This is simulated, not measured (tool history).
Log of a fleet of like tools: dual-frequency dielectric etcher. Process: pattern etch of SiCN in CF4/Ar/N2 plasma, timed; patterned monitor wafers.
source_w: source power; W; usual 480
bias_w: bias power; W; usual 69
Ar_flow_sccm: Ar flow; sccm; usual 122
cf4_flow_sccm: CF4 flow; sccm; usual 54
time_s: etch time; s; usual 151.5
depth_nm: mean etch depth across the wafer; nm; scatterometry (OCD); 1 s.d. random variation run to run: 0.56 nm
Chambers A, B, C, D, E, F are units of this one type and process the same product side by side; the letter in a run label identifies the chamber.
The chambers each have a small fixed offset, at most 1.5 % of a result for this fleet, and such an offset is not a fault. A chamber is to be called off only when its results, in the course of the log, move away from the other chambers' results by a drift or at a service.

run	hour	source_w	bias_w	Ar_flow_sccm	cf4_flow_sccm	time_s	hours since the last wet clean	hours since the last source power generator calibration	hours since the last bias power generator calibration	hours since the last Ar flow controller change	hours since the last CF4 flow controller change	read-back reference wafer on the same gauge, depth_nm	depth_nm
1C	4.9	480	69	122	54	151.5	588.7	161.5	1751.5	3331.4	1832.6	135.00	124.96
2A	8.5	480	69	122	54	151.5	437.1	753.7	708.7	3940.4	2596.0	135.05	126.83
3D	11.6	480	69	122	54	151.5	24.7	1996.5	4553.7	4038.1	97.1	135.18	127.73
4E	14.1	480	69	122	54	151.5	217.7	746.9	585.9	2029.8	2134.3	134.98	125.34
5B	18.3	480	69	122	54	151.5	201.0	1682.5	1165.2	3573.2	203.9	135.03	127.70
6F	21.0	480	69	122	54	151.5	238.0	616.4	1011.9	931.8	1811.1	135.00	127.30
7D	25.8	480	69	122	54	151.5	38.9	2010.7	4567.9	4052.3	111.3	134.96	126.57
8E	28.1	480	69	122	54	151.5	231.7	760.9	599.9	2043.8	2148.3	135.04	126.57
9A	32.1	370	69	93	54	151.5	460.7	777.3	732.3	3964.0	2619.6	134.97	105.90
10B	36.9	370	69	93	54	151.5	219.6	1701.1	1183.8	3591.8	222.5	134.81	105.57
11F	40.1	370	69	93	54	151.5	257.1	635.5	1031.0	950.9	1830.2	135.01	106.15
12C	44.8	370	69	93	54	151.5	628.6	201.4	1791.4	3371.3	1872.5	135.00	103.65
13D	48.0	370	69	93	54	151.5	61.1	2032.9	4590.1	4074.5	133.5	135.08	105.78
14A	50.2	370	69	93	54	151.5	478.8	795.4	750.4	3982.1	2637.7	135.12	105.36
15F	52.9	480	69	122	54	151.5	269.9	648.3	1043.8	963.7	1843.0	135.14	126.80
# hour 53.4: chamber C: wet clean of the chamber
16B	56.1	480	69	142	54	151.5	238.8	1720.3	1203.0	3611.0	241.7	134.90	124.19
17E	59.2	480	69	142	54	151.5	262.8	792.0	631.0	2074.9	2179.4	135.03	121.78
18C	62.9	480	69	142	54	151.5	9.6	219.5	1809.5	3389.4	1890.6	135.03	122.12
19C	66.3	480	69	142	54	151.5	13.0	222.9	1812.9	3392.8	1894.0	134.99	122.31
20B	70.2	480	69	142	54	151.5	252.9	1734.4	1217.1	3625.1	255.8	134.95	123.18
21D	73.0	480	69	142	54	151.5	86.1	2057.9	4615.1	4099.5	158.5	135.10	123.99
22E	77.5	480	69	122	54	151.5	281.1	810.3	649.3	2093.2	2197.7	134.98	125.43
23F	80.9	480	69	122	54	151.5	297.9	676.3	1071.8	991.7	1871.0	134.92	127.72
24A	83.1	480	69	122	54	151.5	511.7	828.3	783.3	4015.0	2670.6	134.99	124.91
25B	85.7	480	69	122	54	151.5	268.4	1749.9	1232.6	3640.6	271.3	135.09	127.11
26A	88.8	480	69	122	54	151.5	517.4	834.0	789.0	4020.7	2676.3	134.99	124.19
27F	91.4	480	69	122	54	151.5	308.4	686.8	1082.3	1002.2	1881.5	135.16	127.39
28C	95.9	480	69	122	54	151.5	42.6	252.5	1842.5	3422.4	1923.6	134.93	125.50
29E	100.5	480	69	122	54	151.5	304.1	833.3	672.3	2116.2	2220.7	135.10	124.79
30D	103.3	480	69	122	54	151.5	116.4	2088.2	4645.4	4129.8	188.8	135.05	128.13
31C	106.0	480	69	122	54	151.5	52.7	262.6	1852.6	3432.5	1933.7	134.98	124.77
32E	109.6	420	69	122	54	151.5	313.2	842.4	681.4	2125.3	2229.8	134.93	112.23
33A	111.8	420	69	122	54	151.5	540.4	857.0	812.0	4043.7	2699.3	135.15	109.77
# hour 114.6: chamber B: source power generator calibrated
34B	116.2	420	69	122	54	151.5	298.9	1.7	1263.1	3671.1	301.8	134.97	112.83
35D	121.0	420	69	122	54	151.5	134.1	2105.9	4663.1	4147.5	206.5	134.93	113.32
36F	124.8	420	69	122	54	151.5	341.8	720.2	1115.7	1035.6	1914.9	134.90	114.15
37E	128.5	420	69	122	54	151.5	332.1	861.3	700.3	2144.2	2248.7	134.77	111.93
38C	131.8	480	69	122	54	151.5	78.5	288.4	1878.4	3458.3	1959.5	135.20	124.58
39D	134.4	480	69	122	54	151.5	147.5	2119.3	4676.5	4160.9	219.9	134.92	128.10
40A	138.2	480	69	122	54	151.5	566.8	883.4	838.4	4070.1	2725.7	134.89	123.20
41B	141.7	480	69	122	54	151.5	324.4	27.2	1288.6	3696.6	327.3	135.11	126.52
42F	146.5	480	58	104	54	151.5	363.5	741.9	1137.4	1057.3	1936.6	134.91	122.06

Which is it: a chamber that has drifted or been left off by a service, a gauge drift common to all chambers, or only each chamber's usual small offset? If a chamber is off, name it and its likeliest cause.

One chamber, A, drifts off from the rest bit by bit.
Most likely cause: source power that arrives under what is set, % = 4.04.
From this log alone, it may not be told apart from: etch rate under this chamber's usual, %.

Which of the 4 candidates below, each the usual settings with something changed and its results left as question marks, puts chamber A back in line with what the other chambers give on the usual settings?
Allowed miss from the other chambers' usual-settings mean, per result, to count as in line: depth_nm 2.00 nm
43A-1	150.1	470	69	122	54	148.0							?
43A-2	150.1	480	82	122	54	151.5							?
43A-3	150.1	480	69	96	54	151.5							?
43A-4	150.1	450	67	122	53	151.5							?

Average result of the remaining chambers running the usual settings: depth_nm 126.53 nm
run	depth_nm
43A-1	117.41
43A-2	130.75
43A-3	127.29
43A-4	114.09
The right change is 43A-3: it brings the chamber back within the allowed miss of the others.
